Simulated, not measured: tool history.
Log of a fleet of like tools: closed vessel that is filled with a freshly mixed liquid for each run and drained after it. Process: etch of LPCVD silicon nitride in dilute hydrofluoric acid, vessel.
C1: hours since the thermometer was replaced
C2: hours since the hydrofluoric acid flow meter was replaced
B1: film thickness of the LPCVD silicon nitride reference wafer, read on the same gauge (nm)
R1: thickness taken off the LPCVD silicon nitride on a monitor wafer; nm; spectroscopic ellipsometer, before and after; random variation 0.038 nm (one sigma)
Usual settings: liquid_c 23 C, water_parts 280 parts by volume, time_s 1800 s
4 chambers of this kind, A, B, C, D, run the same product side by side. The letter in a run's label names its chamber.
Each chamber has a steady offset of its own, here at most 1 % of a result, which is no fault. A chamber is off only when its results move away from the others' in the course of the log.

{"run": "1B", "hour": 5.6, "liquid_c": 23, "water_parts": 280, "time_s": 1800, "C1": 403.3, "C2": 1538.8, "B1": 59.98, "R1": 2.8076}
{"run": "2C", "hour": 15.7, "liquid_c": 23, "water_parts": 280, "time_s": 1800, "C1": 305.8, "C2": 679.0, "B1": 59.99, "R1": 2.8081}
{"run": "3D", "hour": 23.1, "liquid_c": 23, "water_parts": 280, "time_s": 1800, "C1": 462.4, "C2": 1216.1, "B1": 59.988, "R1": 2.7189}
{"run": "4A", "hour": 33.0, "liquid_c": 23, "water_parts": 280, "time_s": 1800, "C1": 2342.5, "C2": 1189.9, "B1": 59.979, "R1": 2.6927}
{"run": "5C", "hour": 42.3, "liquid_c": 23, "water_parts": 280, "time_s": 2860, "C1": 332.4, "C2": 705.6, "B1": 60.003, "R1": 4.4169}
{"run": "6A", "hour": 48.5, "liquid_c": 23, "water_parts": 280, "time_s": 2860, "C1": 2358.0, "C2": 1205.4, "B1": 59.973, "R1": 4.386}
{"run": "7B", "hour": 58.5, "liquid_c": 23, "water_parts": 280, "time_s": 2860, "C1": 456.2, "C2": 1591.7, "B1": 59.981, "R1": 4.4687}
{"run": "8D", "hour": 66.5, "liquid_c": 23, "water_parts": 280, "time_s": 2860, "C1": 505.8, "C2": 1259.5, "B1": 59.992, "R1": 4.4617}
{"run": "9B", "hour": 76.6, "liquid_c": 23, "water_parts": 280, "time_s": 1800, "C1": 474.3, "C2": 1609.8, "B1": 60.02, "R1": 2.736}
{"run": "10C", "hour": 84.7, "liquid_c": 23, "water_parts": 280, "time_s": 1800, "C1": 374.8, "C2": 748.0, "B1": 60.006, "R1": 2.6746}
{"run": "11A", "hour": 94.9, "liquid_c": 23, "water_parts": 280, "time_s": 1800, "C1": 2404.4, "C2": 1251.8, "B1": 59.958, "R1": 2.7039}
{"run": "12D", "hour": 102.4, "liquid_c": 23, "water_parts": 280, "time_s": 1800, "C1": 541.7, "C2": 1295.4, "B1": 60.001, "R1": 2.7433}
{"run": "13D", "hour": 111.4, "liquid_c": 23, "water_parts": 280, "time_s": 1800, "C1": 550.7, "C2": 1304.4, "B1": 59.979, "R1": 2.7194}
{"run": "14A", "hour": 119.1, "liquid_c": 23, "water_parts": 280, "time_s": 1800, "C1": 2428.6, "C2": 1276.0, "B1": 60.001, "R1": 2.7344}
{"run": "15C", "hour": 127.7, "liquid_c": 23, "water_parts": 280, "time_s": 1800, "C1": 417.8, "C2": 791.0, "B1": 59.976, "R1": 2.6167}
{"run": "16B", "hour": 132.7, "liquid_c": 23, "water_parts": 280, "time_s": 1800, "C1": 530.4, "C2": 1665.9, "B1": 59.988, "R1": 2.8138}
{"run": "17A", "hour": 142.1, "liquid_c": 23, "water_parts": 280, "time_s": 1800, "C1": 2451.6, "C2": 1299.0, "B1": 60.003, "R1": 2.7064}
{"run": "18B", "hour": 152.3, "liquid_c": 23, "water_parts": 280, "time_s": 1800, "C1": 550.0, "C2": 1685.5, "B1": 60.002, "R1": 2.7902}
{"run": "19C", "hour": 158.1, "liquid_c": 23, "water_parts": 280, "time_s": 1800, "C1": 448.2, "C2": 821.4, "B1": 59.972, "R1": 2.5764}
{"run": "20D", "hour": 167.4, "liquid_c": 23, "water_parts": 280, "time_s": 1800, "C1": 606.7, "C2": 1360.4, "B1": 59.988, "R1": 2.802}
{"run": "21D", "hour": 176.3, "liquid_c": 23, "water_parts": 280, "time_s": 1800, "C1": 615.6, "C2": 1369.3, "B1": 59.986, "R1": 2.7875}
{"run": "22A", "hour": 181.6, "liquid_c": 23, "water_parts": 280, "time_s": 1800, "C1": 2491.1, "C2": 1338.5, "B1": 60.004, "R1": 2.7263}
{"run": "23C", "hour": 187.5, "liquid_c": 23, "water_parts": 280, "time_s": 1800, "C1": 477.6, "C2": 850.8, "B1": 60.001, "R1": 2.5074}
{"run": "24B", "hour": 196.3, "liquid_c": 23, "water_parts": 280, "time_s": 1800, "C1": 594.0, "C2": 1729.5, "B1": 59.987, "R1": 2.7689}
{"run": "25A", "hour": 203.8, "liquid_c": 23, "water_parts": 280, "time_s": 1800, "C1": 2513.3, "C2": 1360.7, "B1": 59.979, "R1": 2.792}
{"run": "26B", "hour": 211.0, "liquid_c": 23, "water_parts": 280, "time_s": 1800, "C1": 608.7, "C2": 1744.2, "B1": 60.008, "R1": 2.8126}
{"run": "27C", "hour": 217.5, "liquid_c": 23, "water_parts": 280, "time_s": 1800, "C1": 507.6, "C2": 880.8, "B1": 60.005, "R1": 2.4628}
{"run": "28D", "hour": 222.0, "liquid_c": 23, "water_parts": 280, "time_s": 1800, "C1": 661.3, "C2": 1415.0, "B1": 60.008, "R1": 2.7056}
{"run": "29B", "hour": 231.5, "liquid_c": 23, "water_parts": 280, "time_s": 1800, "C1": 629.2, "C2": 1764.7, "B1": 59.991, "R1": 2.806}

What goes on in this fleet: one chamber off, a drifting gauge, or nothing beyond the chambers' own small offsets? Name the chamber and the cause, if any.

Chamber C drifts away from the others.
Cause: hydrofluoric acid flow below the setpoint (%) = 11.7.
The log may not tell that from: liquid colder than its thermometer reads (K).

Here are 4 candidates for chamber C's next run, each the usual settings with a change, their results left as question marks. Which one brings its results back in line with what the others give on the usual settings?
In line means no further than this from the other chambers' mean on the usual settings: R1 0.1300 nm
{"run": "30C-1", "hour": 238.8, "liquid_c": 22.5, "water_parts": 300, "time_s": 1615, "R1": "?"}
{"run": "30C-2", "hour": 238.8, "liquid_c": 23.5, "water_parts": 260, "time_s": 1985, "R1": "?"}
{"run": "30C-3", "hour": 238.8, "liquid_c": 22.5, "water_parts": 290, "time_s": 1690, "R1": "?"}
{"run": "30C-4", "hour": 238.8, "liquid_c": 23.0, "water_parts": 280, "time_s": 2010, "R1": "?"}

The other chambers' mean on the usual settings: R1 2.7791 nm
run=30C-1 R1=2.0067
run=30C-2 R1=3.0239
run=30C-3 R1=2.1714
run=30C-4 R1=2.7571
30C-4 brings the chamber back in line.

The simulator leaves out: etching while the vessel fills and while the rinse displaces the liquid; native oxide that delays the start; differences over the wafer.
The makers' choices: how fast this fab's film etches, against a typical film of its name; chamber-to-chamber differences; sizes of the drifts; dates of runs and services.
